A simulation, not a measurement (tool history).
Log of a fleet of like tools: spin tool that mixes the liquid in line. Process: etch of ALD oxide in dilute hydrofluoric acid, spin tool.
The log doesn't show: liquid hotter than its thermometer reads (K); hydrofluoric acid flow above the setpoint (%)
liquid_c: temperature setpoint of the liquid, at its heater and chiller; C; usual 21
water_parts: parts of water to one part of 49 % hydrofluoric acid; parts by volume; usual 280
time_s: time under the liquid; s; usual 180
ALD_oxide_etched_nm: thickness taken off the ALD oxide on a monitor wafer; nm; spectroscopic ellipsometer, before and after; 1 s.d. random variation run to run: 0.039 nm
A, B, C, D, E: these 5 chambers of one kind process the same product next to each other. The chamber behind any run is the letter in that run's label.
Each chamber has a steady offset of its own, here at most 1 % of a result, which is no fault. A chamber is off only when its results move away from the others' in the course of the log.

| run | hour | liquid_c | water_parts | time_s | hours since the thermometer was replaced | hours since the hydrofluoric acid flow meter was replaced | read-back film thickness of the ALD oxide reference wafer, read on the same gauge (nm) | ALD_oxide_etched_nm |
|---|---|---|---|---|---|---|---|---|
| 1A | 13.7 | 21 | 280 | 180 | 449.3 | 1254.4 | 79.957 | 9.1204 |
| 2B | 25.3 | 21 | 280 | 180 | 1057.6 | 404.2 | 80.046 | 9.0211 |
| 3D | 31.9 | 21 | 280 | 180 | 801.2 | 89.3 | 80.037 | 8.96 |
| 4C | 40.1 | 21 | 280 | 180 | 121.1 | 836.8 | 80.015 | 9.1969 |
| 5E | 48 | 21 | 280 | 180 | 305.7 | 207.4 | 79.998 | 9.2097 |
| 6B | 60.7 | 21 | 280 | 180 | 1093 | 439.6 | 79.985 | 9.1191 |
| 7A | 69 | 21 | 280 | 180 | 504.6 | 1309.7 | 80.028 | 9.0814 |
| 8C | 75.8 | 21 | 280 | 180 | 156.8 | 872.5 | 80.017 | 9.1573 |
|  | 77.8 | chamber A: thermometer replaced |
| 9E | 87.6 | 21 | 280 | 180 | 345.3 | 247 | 80.004 | 9.1817 |
| 10D | 99.4 | 21 | 280 | 180 | 868.7 | 156.8 | 80.008 | 9.0055 |
| 11B | 112.1 | 21 | 280 | 180 | 1144.4 | 491 | 80.003 | 9.0524 |
| 12E | 118.9 | 21 | 280 | 180 | 376.6 | 278.3 | 80.013 | 9.2026 |
| 13A | 126.5 | 21 | 280 | 180 | 48.7 | 1367.2 | 80.001 | 9.0212 |
| 14D | 139.9 | 21 | 280 | 180 | 909.2 | 197.3 | 79.966 | 9.0152 |
| 15C | 153.6 | 21 | 280 | 180 | 234.6 | 950.3 | 80.009 | 9.1719 |
| 16D | 160.2 | 21 | 280 | 180 | 929.5 | 217.6 | 79.985 | 9.0948 |
| 17B | 168.7 | 21 | 280 | 180 | 1201 | 547.6 | 79.995 | 9.0659 |
| 18C | 179.7 | 21 | 280 | 180 | 260.7 | 976.4 | 79.996 | 9.1889 |
| 19E | 186.8 | 21 | 280 | 180 | 444.5 | 346.2 | 79.969 | 9.2309 |
| 20A | 193.7 | 21 | 280 | 180 | 115.9 | 1434.4 | 79.963 | 9.1108 |
| 21D | 204.8 | 21 | 280 | 180 | 974.1 | 262.2 | 79.983 | 9.0194 |
|  | 210.3 | chamber E: thermometer replaced |
| 22B | 217.9 | 21 | 280 | 180 | 1250.2 | 596.8 | 79.997 | 9.0527 |
| 23C | 228 | 21 | 280 | 180 | 309 | 1024.7 | 79.989 | 9.1525 |
| 24E | 239.7 | 17.5 | 280 | 180 | 29.5 | 399.1 | 79.964 | 8.0725 |
| 25A | 249.5 | 17.5 | 280 | 180 | 171.7 | 1490.2 | 79.98 | 8.0106 |
| 26D | 256.9 | 17.5 | 280 | 180 | 1026.2 | 314.3 | 80.008 | 7.9954 |
| 27B | 269.9 | 17.5 | 280 | 180 | 1302.2 | 648.8 | 80.023 | 7.98 |
| 28A | 282.4 | 17.5 | 280 | 180 | 204.6 | 1523.1 | 79.996 | 7.9565 |
| 29E | 294.8 | 21 | 280 | 180 | 84.6 | 454.2 | 80.021 | 9.193 |
| 30C | 301.9 | 21 | 280 | 180 | 382.9 | 1098.6 | 79.979 | 9.1558 |
| 31B | 312.6 | 21 | 280 | 180 | 1344.9 | 691.5 | 79.987 | 9.0991 |
| 32A | 320.1 | 21 | 280 | 180 | 242.3 | 1560.8 | 80.008 | 9.0468 |
| 33C | 326.8 | 17.5 | 355 | 180 | 407.8 | 1123.5 | 79.995 | 5.9771 |
| 34E | 337.7 | 17.5 | 355 | 180 | 127.5 | 497.1 | 79.986 | 6.0068 |
| 35D | 344.3 | 17.5 | 355 | 180 | 1113.6 | 401.7 | 80.015 | 5.8952 |
| 36D | 357.1 | 17.5 | 355 | 180 | 1126.4 | 414.5 | 79.984 | 5.8446 |
| 37E | 364.5 | 17.5 | 355 | 180 | 154.3 | 523.9 | 80.038 | 6.0188 |
| 38C | 375.9 | 21 | 280 | 180 | 456.9 | 1172.6 | 80.019 | 9.1786 |
| 39A | 383.7 | 22.5 | 280 | 180 | 305.9 | 1624.4 | 80.011 | 9.5679 |
| 40B | 394.8 | 22.5 | 280 | 180 | 1427.1 | 773.7 | 80.008 | 9.6033 |

For the next run the whole fleet of 5 chambers uses the same settings. Give each chamber's results:
| 41A | 405.1 | 21 | 280 | 180 |  |  |  | ? |
| 41B | 405.1 | 21 | 280 | 180 |  |  |  | ? |
| 41C | 405.1 | 21 | 280 | 180 |  |  |  | ? |
| 41D | 405.1 | 21 | 280 | 180 |  |  |  | ? |
| 41E | 405.1 | 21 | 280 | 180 |  |  |  | ? |

| run | ALD_oxide_etched_nm |
|---|---|
| 41A | 9.0494 |
| 41B | 9.0517 |
| 41C | 9.2451 |
| 41D | 9.067 |
| 41E | 9.2224 |
